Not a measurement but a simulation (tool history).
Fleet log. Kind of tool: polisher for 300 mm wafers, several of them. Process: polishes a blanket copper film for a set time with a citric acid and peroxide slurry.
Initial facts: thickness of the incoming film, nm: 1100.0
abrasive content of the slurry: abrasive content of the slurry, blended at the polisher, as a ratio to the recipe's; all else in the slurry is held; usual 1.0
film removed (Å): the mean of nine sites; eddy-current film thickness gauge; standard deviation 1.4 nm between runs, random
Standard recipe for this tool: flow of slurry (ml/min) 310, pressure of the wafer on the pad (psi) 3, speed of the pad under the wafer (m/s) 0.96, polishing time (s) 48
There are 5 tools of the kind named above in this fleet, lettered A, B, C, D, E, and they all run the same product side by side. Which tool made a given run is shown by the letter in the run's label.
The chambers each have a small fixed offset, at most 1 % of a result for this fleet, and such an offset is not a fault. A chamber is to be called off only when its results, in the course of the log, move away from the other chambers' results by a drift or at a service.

run   hour  flow of slurry (ml/min)  pressure of the wafer on the pad (psi)  speed of the pad under the wafer (m/s)  abrasive content of the slurry  polishing time (s)  film removed (Å)
       0.4  -- chamber A: worn pad replaced by a new one
 1E    7.0                      310                                       3                                    0.96                             1.0                  48            956.47
       8.3  -- chamber D: worn pad replaced by a new one
 2D   13.8                      310                                       3                                    0.96                             1.0                  48            951.56
 3B   21.0                      310                                       3                                    0.96                             1.0                  48            957.68
 4C   29.4                      310                                       3                                    0.96                             1.0                  48            980.35
 5A   34.8                      310                                       3                                    0.96                             1.0                  48            972.59
      35.8  -- chamber E: slurry nozzle cleaned
 6A   40.0                      310                                       3                                    0.96                             1.0                  48            976.54
      41.0  -- chamber E: worn pad replaced by a new one
      45.3  -- chamber C: slurry nozzle cleaned
 7D   48.2                      310                                       3                                    0.96                             1.0                  48            958.94
      52.5  -- chamber A: slurry blender recalibrated
      55.6  -- chamber B: worn pad replaced by a new one
 8B   55.8                      310                                       3                                    0.96                             1.0                  48            994.68
      59.0  -- chamber D: head pressure recalibrated
 9E   62.3                      310                                       3                                    0.96                             1.0                  48            976.93
10C   71.0                      310                                       3                                    1.06                             1.0                  34            749.68
11E   79.1                      310                                       3                                    1.06                             1.0                  34            753.40
12D   83.5                      310                                       3                                    1.06                             1.0                  34            747.37
      84.2  -- chamber A: worn pad replaced by a new one
      85.9  -- chamber D: worn pad replaced by a new one
      86.6  -- chamber E: head pressure recalibrated
13A   89.1                      310                                       3                                    1.06                             1.0                  34            744.95
14C   96.4                      310                                       3                                    1.06                             1.0                  34            757.15
15B  104.8                      310                                       3                                    0.96                             1.0                  48            987.88
     106.0  -- chamber E: worn pad replaced by a new one
16B  113.3                      310                                       3                                    0.96                             1.0                  48            975.35
17C  118.8                      310                                       3                                    0.96                             1.0                  48            958.63
18E  123.4                      310                                       3                                    1.22                             1.1                  48           1242.60
19A  128.2                      310                                       3                                    1.22                             1.1                  48           1262.10
20D  133.8                      310                                       3                                    1.22                             1.1                  48           1261.10
21A  140.5                      310                                       3                                    1.22                             1.1                  48           1248.90
22D  148.5                      310                                       3                                    1.22                             1.1                  48           1249.40
23B  155.5                      310                                       3                                    0.96                             1.0                  48            969.35
     159.5  -- chamber D: slurry blender recalibrated
     161.2  -- chamber A: worn pad replaced by a new one
     161.9  -- chamber C: head pressure recalibrated
24E  163.1                      310                                       3                                    0.96                             1.0                  48            929.26
25C  167.1                      310                                       3                                    0.96                             1.0                  48            984.35
     171.0  -- chamber E: worn pad replaced by a new one
     171.1  -- chamber C: worn pad replaced by a new one
26E  171.4                      310                                       3                                    0.96                             1.0                  48            945.93
     173.8  -- chamber D: worn pad replaced by a new one
27D  176.9                      310                                       3                                    0.96                             1.0                  48            967.25
     183.8  -- chamber B: slurry nozzle cleaned
28A  183.9                      310                                       3                                    0.96                             1.0                  48            976.19
29B  189.9                      310                                       3                                    0.96                             1.0                  48            972.82
30C  194.3                      310                                       3                                    0.96                             1.0                  48            972.90
31C  200.7                      310                                       3                                    0.96                             1.0                  48            988.99
     207.3  -- chamber B: slurry blender recalibrated
32A  209.4                      310                                       3                                    0.96                             1.0                  48            953.79
33E  214.8                      310                                       3                                    0.96                             1.0                  48            912.27
     221.4  -- chamber A: slurry blender recalibrated
     223.1  -- chamber C: slurry blender recalibrated
34D  223.7                      310                                       3                                    1.08                             1.0                  63           1409.40
     224.1  -- chamber B: worn pad replaced by a new one
35B  230.8                      310                                       3                                    1.08                             1.0                  63           1447.30
     231.0  -- chamber A: worn pad replaced by a new one
36C  237.5                      310                                       3                                    1.08                             1.0                  63           1419.10
37D  245.3                      310                                       3                                    1.08                             1.0                  63           1486.40
38B  252.7                      310                                       3                                    1.08                             1.0                  63           1417.10
39A  260.8                      310                                       3                                    0.96                             1.0                  48            941.21

The same settings go to every chamber for the next run, one line per chamber below. Forecast the results for each:
40A  267.2                      310                                       3                                    0.96                             1.2                  48                 ?
40B  267.2                      310                                       3                                    0.96                             1.2                  48                 ?
40C  267.2                      310                                       3                                    0.96                             1.2                  48                 ?
40D  267.2                      310                                       3                                    0.96                             1.2                  48                 ?
40E  267.2                      310                                       3                                    0.96                             1.2                  48                 ?

run  film removed (Å)
40A            994.54
40B           1012.50
40C           1000.00
40D           1010.40
40E            941.32
